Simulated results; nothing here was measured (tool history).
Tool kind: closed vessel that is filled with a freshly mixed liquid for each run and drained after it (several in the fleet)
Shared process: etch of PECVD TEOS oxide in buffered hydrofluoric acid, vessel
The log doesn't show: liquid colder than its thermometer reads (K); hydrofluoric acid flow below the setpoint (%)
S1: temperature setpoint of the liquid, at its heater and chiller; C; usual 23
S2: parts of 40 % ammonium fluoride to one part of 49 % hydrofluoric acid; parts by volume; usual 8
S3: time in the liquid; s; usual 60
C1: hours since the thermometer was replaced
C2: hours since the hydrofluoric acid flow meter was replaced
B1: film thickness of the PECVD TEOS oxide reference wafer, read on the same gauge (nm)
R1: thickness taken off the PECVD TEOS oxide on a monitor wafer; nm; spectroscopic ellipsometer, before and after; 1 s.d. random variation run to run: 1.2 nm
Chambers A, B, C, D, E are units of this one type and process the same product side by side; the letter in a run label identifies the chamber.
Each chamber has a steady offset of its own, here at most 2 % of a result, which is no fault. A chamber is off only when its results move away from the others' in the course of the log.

run,hour,S1,S2,S3,C1,C2,B1,R1
1D,9.3,23,8,60,643.8,420.4,69.997,161.7
2A,22,23,8,60,537.9,1404.7,69.982,159.48
3E,33,23,8,60,1669.2,178.5,70.012,157.88
4B,47.6,23,8,60,1375.4,54.9,70.005,159.72
5C,57.8,23,8,60,1371.6,1577.3,69.988,161.2
6D,70.3,23,8,60,704.8,481.4,70.003,162.67
7B,77.7,23,8,60,1405.5,85,69.973,162
# hour 81.6: chamber A: hydrofluoric acid flow meter replaced
8A,87.1,23,9,60,603,5.6,69.978,140.25
9E,98.2,23,9,60,1734.4,243.7,70.05,137.57
10C,110.1,23,9,60,1423.9,1629.6,70.048,140.36
11E,116.8,23,9,60,1753,262.3,69.991,139.49
12B,127.7,23,9,60,1455.5,135,70.004,139.61
13A,140.1,23,8,60,656,58.6,69.999,158.22
14D,153.4,23,8,60,787.9,564.5,70.033,160.24
15C,167.7,21,10.5,60,1481.5,1687.2,69.977,112.74
16E,177.4,21,10.5,60,1813.6,322.9,69.993,108.61
17D,191.8,21,10.5,60,826.3,602.9,70.017,113.8
18A,204.9,21,10.5,60,720.8,123.4,70.009,111.46
19B,214.9,21,10.5,60,1542.7,222.2,69.991,113.87
20C,225.7,23,8,60,1539.5,1745.2,70.064,160.25
21A,237.8,23,6.5,60,753.7,156.3,69.966,196.29
22B,252,23,6.5,60,1579.8,259.3,69.991,198.61
23E,264.6,23,6.5,60,1900.8,410.1,69.996,190.66
24D,279.7,23,6.5,60,914.2,690.8,70.025,200.38
25C,293.1,23,6.5,60,1606.9,1812.6,70.014,199.73
# hour 296: chamber C: hydrofluoric acid flow meter replaced
26D,302.8,23,8,60,937.3,713.9,69.961,163.15
27A,314.4,23,8,60,830.3,232.9,69.99,161.13
28E,324.9,23,8,60,1961.1,470.4,70.014,151.24
29B,336.1,23,8,60,1663.9,343.4,69.979,160.37
30C,347.8,23,8,60,1661.6,51.9,70.034,158.52
31D,362.6,20,8,35,997.1,773.7,70.007,79.272
32A,374.5,20,8,35,890.4,293,70.005,79.349
33E,382.3,20,8,35,2018.5,527.8,69.999,74.732
34B,394.8,20,8,35,1722.6,402.1,70.023,79.604
35C,404.7,20,8,35,1718.5,108.8,69.993,79.605
36A,419.1,23,8,60,935,337.6,69.983,156.87
37D,430.1,23,8,60,1064.6,841.2,69.955,161.59
38B,440.1,23,8,60,1767.9,447.4,70.01,159.03
39C,454.4,23,8,60,1768.2,158.5,70.035,160.56
40E,465.8,23,8,60,2102,611.3,69.983,150.97

The same settings go to every chamber for the next run, one line per chamber below. Forecast the results for each:
41A,476.6,23,8,60,,,,?
41B,476.6,23,8,60,,,,?
41C,476.6,23,8,60,,,,?
41D,476.6,23,8,60,,,,?
41E,476.6,23,8,60,,,,?

run,R1
41A,157.66
41B,163.49
41C,159.73
41D,161.95
41E,149.22
